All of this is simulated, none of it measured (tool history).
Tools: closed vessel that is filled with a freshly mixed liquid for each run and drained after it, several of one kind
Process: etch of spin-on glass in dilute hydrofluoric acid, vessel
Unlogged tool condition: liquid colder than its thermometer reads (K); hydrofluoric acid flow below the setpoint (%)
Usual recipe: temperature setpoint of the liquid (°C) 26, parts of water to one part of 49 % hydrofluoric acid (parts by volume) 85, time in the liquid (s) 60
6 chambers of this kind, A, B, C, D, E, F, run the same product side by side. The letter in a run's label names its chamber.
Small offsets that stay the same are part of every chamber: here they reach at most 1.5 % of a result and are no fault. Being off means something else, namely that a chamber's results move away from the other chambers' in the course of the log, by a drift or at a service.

run,day,temperature setpoint of the liquid (°C),parts of water to one part of 49 % hydrofluoric acid (parts by volume),time in the liquid (s),hours since the thermometer was replaced,hours since the hydrofluoric acid flow meter was replaced,"read-back film thickness of the spin-on glass reference wafer, read on the same gauge (nm)",thickness taken off the spin-on glass on a monitor wafer (Å)
1F,0.158,26,85,60,779.5,132.6,139.99,302.27
2E,0.388,26,85,60,128.9,170,140,308.14
3C,0.588,26,85,60,107.8,578.7,140,300.06
4D,0.854,26,85,60,431.4,895.6,140.02,305.45
5B,1.188,26,85,60,1352,190.8,139.98,305.11
6A,1.358,26,85,60,379.4,695.5,140.04,303.58
7E,1.629,26,85,60,158.7,199.8,140.02,305.44
8D,1.808,26,85,60,454.3,918.5,139.97,303.88
9B,2.108,21.5,85,30,1374.1,212.9,140.03,127.14
10F,2.262,21.5,85,30,830,183.1,140,126.28
11C,2.533,21.5,85,30,154.5,625.4,140.01,125.55
12A,2.692,21.5,85,30,411.4,727.5,140.01,126.68
13F,2.842,21.5,85,30,843.9,197,140.06,125.52
14A,3.071,21.5,85,30,420.5,736.6,140.03,127.32
15E,3.242,26,85,60,197.4,238.5,140.04,304.89
16B,3.562,26,60,60,1409,247.8,139.99,446.69
17D,3.721,26,60,60,500.2,964.4,139.97,439.3
18C,3.875,26,60,60,186.7,657.6,140,443.43
19D,4.171,26,60,60,511,975.2,140,439.82
20E,4.379,26,60,60,224.7,265.8,140.03,449.4
21B,4.704,26,60,60,1436.4,275.2,140.01,447.43
22F,4.967,26,85,60,894.9,248,140.04,297.75
23C,5.3,26,85,60,220.9,691.8,140.01,298.66
24A,5.633,26,85,60,482,798.1,140,301.67
25A,5.821,28,65,60,486.5,802.6,140.01,441.61
26C,6.067,28,65,60,239.3,710.2,139.98,440.54
27E,6.217,28,65,60,268.8,309.9,139.95,440.98
28D,6.392,28,65,60,564.3,1028.5,140.06,421.54
29F,6.696,28,65,60,936.4,289.5,139.99,447.87
30B,6.858,28,65,60,1488.1,326.9,139.96,440.63
31C,7.079,26,85,60,263.6,734.5,139.98,297.58
32D,7.375,26,85,60,587.9,1052.1,139.97,293.76
33A,7.679,26,85,60,531.1,847.2,140.01,300.02
34E,7.921,26,85,60,309.7,350.8,139.99,309.74
35B,8.221,26,85,60,1520.8,359.6,140,302.55
36F,8.546,26,85,60,980.8,333.9,140.03,297.79
37A,8.729,26,85,60,556.3,872.4,140,306.24
38E,9.012,23.5,85,80,335.9,377,139.98,366.96
39F,9.217,23.5,85,80,996.9,350,139.96,365.05

Is one chamber off against the others, does the gauge drift, or is nothing wrong? If a chamber is off, say which, and what the likeliest cause is.

Little by little, chamber D moves away from the other chambers.
What lies behind it: hydrofluoric acid flow below the setpoint (%) = 6.08.
It could be hard to tell apart here from: liquid colder than its thermometer reads (K).

Which of the 4 candidates below, each the usual settings with something changed and its results left as question marks, puts chamber D back in line with what the other chambers give on the usual settings?
A result is in line if it is within this distance of the other chambers' mean on the usual settings: thickness taken off the spin-on glass on a monitor wafer (Å) 7.6
40D-1,9.458,28,85,60,,,,?
40D-2,9.458,25.5,85,60,,,,?
40D-3,9.458,26,90,60,,,,?
40D-4,9.458,26.5,85,60,,,,?

Usual-settings mean across the other chambers: thickness taken off the spin-on glass on a monitor wafer (Å) 302.96
run,thickness taken off the spin-on glass on a monitor wafer (Å)
40D-1,306.64
40D-2,277.99
40D-3,265.98
40D-4,289.1
With 40D-1, the chamber falls back in line with the rest.
